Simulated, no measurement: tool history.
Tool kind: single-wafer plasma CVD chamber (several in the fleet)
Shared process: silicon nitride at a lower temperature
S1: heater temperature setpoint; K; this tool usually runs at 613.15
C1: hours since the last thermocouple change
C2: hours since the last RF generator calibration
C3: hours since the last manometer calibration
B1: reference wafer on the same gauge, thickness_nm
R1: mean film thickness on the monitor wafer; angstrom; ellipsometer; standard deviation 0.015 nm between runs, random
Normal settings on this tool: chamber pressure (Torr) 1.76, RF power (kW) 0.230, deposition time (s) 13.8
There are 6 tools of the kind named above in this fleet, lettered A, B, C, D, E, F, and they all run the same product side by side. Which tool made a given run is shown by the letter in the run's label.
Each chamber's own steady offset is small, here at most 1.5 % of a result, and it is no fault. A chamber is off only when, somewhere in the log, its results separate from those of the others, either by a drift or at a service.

Run 1D, hour 5.4: usual settings; C1 789.3; C2 381.0; C3 1351.1; B1 12.101. Result: R1 140.62 angstrom.
Run 2B, hour 11.1: usual settings; C1 83.2; C2 524.7; C3 361.0; B1 12.101. Result: R1 139.93 angstrom.
Run 3A, hour 20.5: usual settings; C1 2136.9; C2 454.7; C3 93.3; B1 12.100. Result: R1 139.79 angstrom.
Run 4C, hour 30.8: usual settings; C1 1889.2; C2 1153.7; C3 1619.4; B1 12.104. Result: R1 138.32 angstrom.
Run 5E, hour 39.2: usual settings; C1 265.4; C2 294.2; C3 963.4; B1 12.108. Result: R1 139.22 angstrom.
Run 6F, hour 49.1: usual settings; C1 201.5; C2 1150.0; C3 1480.7; B1 12.108. Result: R1 139.18 angstrom.
Run 7D, hour 55.3: usual settings; C1 839.2; C2 430.9; C3 1401.0; B1 12.108. Result: R1 140.71 angstrom.
Run 8E, hour 66.4: usual settings but deposition time (s) 16.4; C1 292.6; C2 321.4; C3 990.6; B1 12.106. Result: R1 165.06 angstrom.
Run 9F, hour 75.5: usual settings but deposition time (s) 16.4; C1 227.9; C2 1176.4; C3 1507.1; B1 12.110. Result: R1 165.40 angstrom.
Run 10C, hour 82.1: usual settings but deposition time (s) 16.4; C1 1940.5; C2 1205.0; C3 1670.7; B1 12.113. Result: R1 164.40 angstrom.
Run 11A, hour 93.3: usual settings but deposition time (s) 16.4; C1 2209.7; C2 527.5; C3 166.1; B1 12.113. Result: R1 166.48 angstrom.
Run 12B, hour 104.2: usual settings but deposition time (s) 16.4; C1 176.3; C2 617.8; C3 454.1; B1 12.113. Result: R1 166.09 angstrom.
Run 13E, hour 112.7: usual settings but deposition time (s) 16.4; C1 338.9; C2 367.7; C3 1036.9; B1 12.117. Result: R1 165.18 angstrom.
Run 14D, hour 121.9: usual settings; C1 905.8; C2 497.5; C3 1467.6; B1 12.119. Result: R1 140.58 angstrom.
Run 15C, hour 131.3: usual settings; C1 1989.7; C2 1254.2; C3 1719.9; B1 12.120. Result: R1 138.43 angstrom.
Run 16A, hour 141.8: usual settings; C1 2258.2; C2 576.0; C3 214.6; B1 12.120. Result: R1 140.04 angstrom.
At hour 148.1: chamber F: RF generator calibrated.
Run 17F, hour 153.1: usual settings; C1 305.5; C2 5.0; C3 1584.7; B1 12.123. Result: R1 139.37 angstrom.
Run 18B, hour 163.3: usual settings; C1 235.4; C2 676.9; C3 513.2; B1 12.126. Result: R1 140.06 angstrom.
Run 19A, hour 170.3: usual settings but chamber pressure (Torr) 1.40; C1 2286.7; C2 604.5; C3 243.1; B1 12.127. Result: R1 131.38 angstrom.
Run 20B, hour 181.6: usual settings but chamber pressure (Torr) 1.40; C1 253.7; C2 695.2; C3 531.5; B1 12.126. Result: R1 131.61 angstrom.
At hour 187.7: chamber E: capacitance manometer re-zeroed and calibrated.
Run 21C, hour 187.8: usual settings but chamber pressure (Torr) 1.40; C1 2046.2; C2 1310.7; C3 1776.4; B1 12.128. Result: R1 130.07 angstrom.
Run 22D, hour 193.5: usual settings but chamber pressure (Torr) 1.40; C1 977.4; C2 569.1; C3 1539.2; B1 12.128. Result: R1 132.42 angstrom.
Run 23F, hour 199.1: usual settings but chamber pressure (Torr) 1.40; C1 351.5; C2 51.0; C3 1630.7; B1 12.130. Result: R1 130.93 angstrom.
Run 24E, hour 206.0: usual settings but chamber pressure (Torr) 1.40; C1 432.2; C2 461.0; C3 18.4; B1 12.129. Result: R1 130.90 angstrom.
Run 25A, hour 212.8: usual settings; C1 2329.2; C2 647.0; C3 285.6; B1 12.134. Result: R1 140.17 angstrom.
Run 26D, hour 219.8: usual settings but S1 605.15 K; C1 1003.7; C2 595.4; C3 1565.5; B1 12.130. Result: R1 141.55 angstrom.
Run 27B, hour 225.8: usual settings but S1 605.15 K; C1 297.9; C2 739.4; C3 575.7; B1 12.130. Result: R1 140.36 angstrom.
Run 28F, hour 232.5: usual settings but S1 605.15 K; C1 384.9; C2 84.4; C3 1664.1; B1 12.131. Result: R1 140.03 angstrom.
Run 29E, hour 237.7: usual settings but S1 605.15 K; C1 463.9; C2 492.7; C3 50.1; B1 12.133. Result: R1 140.11 angstrom.
Run 30C, hour 246.8: usual settings but S1 605.15 K; C1 2105.2; C2 1369.7; C3 1835.4; B1 12.139. Result: R1 138.81 angstrom.
Run 31A, hour 252.3: usual settings but S1 605.15 K; C1 2368.7; C2 686.5; C3 325.1; B1 12.139. Result: R1 140.56 angstrom.
Run 32E, hour 259.8: usual settings; C1 486.0; C2 514.8; C3 72.2; B1 12.142. Result: R1 139.24 angstrom.
Run 33C, hour 268.0: usual settings; C1 2126.4; C2 1390.9; C3 1856.6; B1 12.143. Result: R1 138.86 angstrom.
At hour 274.3: chamber F: capacitance manometer re-zeroed and calibrated.
Run 34B, hour 278.7: usual settings; C1 350.8; C2 792.3; C3 628.6; B1 12.141. Result: R1 139.84 angstrom.
Run 35D, hour 284.9: usual settings; C1 1068.8; C2 660.5; C3 1630.6; B1 12.141. Result: R1 140.94 angstrom.
Run 36F, hour 292.9: usual settings; C1 445.3; C2 144.8; C3 18.7; B1 12.139. Result: R1 139.93 angstrom.
Run 37F, hour 299.2: usual settings; C1 451.6; C2 151.1; C3 25.0; B1 12.144. Result: R1 139.62 angstrom.
Run 38E, hour 310.2: usual settings but RF power (kW) 0.260; C1 536.4; C2 565.2; C3 122.6; B1 12.146. Result: R1 152.25 angstrom.
Run 39A, hour 320.0: usual settings but RF power (kW) 0.260; C1 2436.4; C2 754.2; C3 392.8; B1 12.148. Result: R1 153.38 angstrom.
Run 40D, hour 328.7: usual settings but RF power (kW) 0.260; C1 1112.6; C2 704.3; C3 1674.4; B1 12.146. Result: R1 154.50 angstrom.
Run 41C, hour 336.9: usual settings but RF power (kW) 0.260; C1 2195.3; C2 1459.8; C3 1925.5; B1 12.149. Result: R1 151.05 angstrom.
Run 42B, hour 346.0: usual settings but RF power (kW) 0.260; C1 418.1; C2 859.6; C3 695.9; B1 12.151. Result: R1 152.74 angstrom.
Run 43C, hour 357.0: usual settings but RF power (kW) 0.260; C1 2215.4; C2 1479.9; C3 1945.6; B1 12.151. Result: R1 151.40 angstrom.
Run 44D, hour 363.9: usual settings; C1 1147.8; C2 739.5; C3 1709.6; B1 12.154. Result: R1 140.96 angstrom.

All 6 chambers run these settings next. Forecast each chamber's results:
Run 45A, hour 372.2: usual settings. Result: R1 ?.
Run 45B, hour 372.2: usual settings. Result: R1 ?.
Run 45C, hour 372.2: usual settings. Result: R1 ?.
Run 45D, hour 372.2: usual settings. Result: R1 ?.
Run 45E, hour 372.2: usual settings. Result: R1 ?.
Run 45F, hour 372.2: usual settings. Result: R1 ?.

run      R1
45A  140.16
45B  140.33
45C  138.90
45D  141.17
45E  139.65
45F  139.79

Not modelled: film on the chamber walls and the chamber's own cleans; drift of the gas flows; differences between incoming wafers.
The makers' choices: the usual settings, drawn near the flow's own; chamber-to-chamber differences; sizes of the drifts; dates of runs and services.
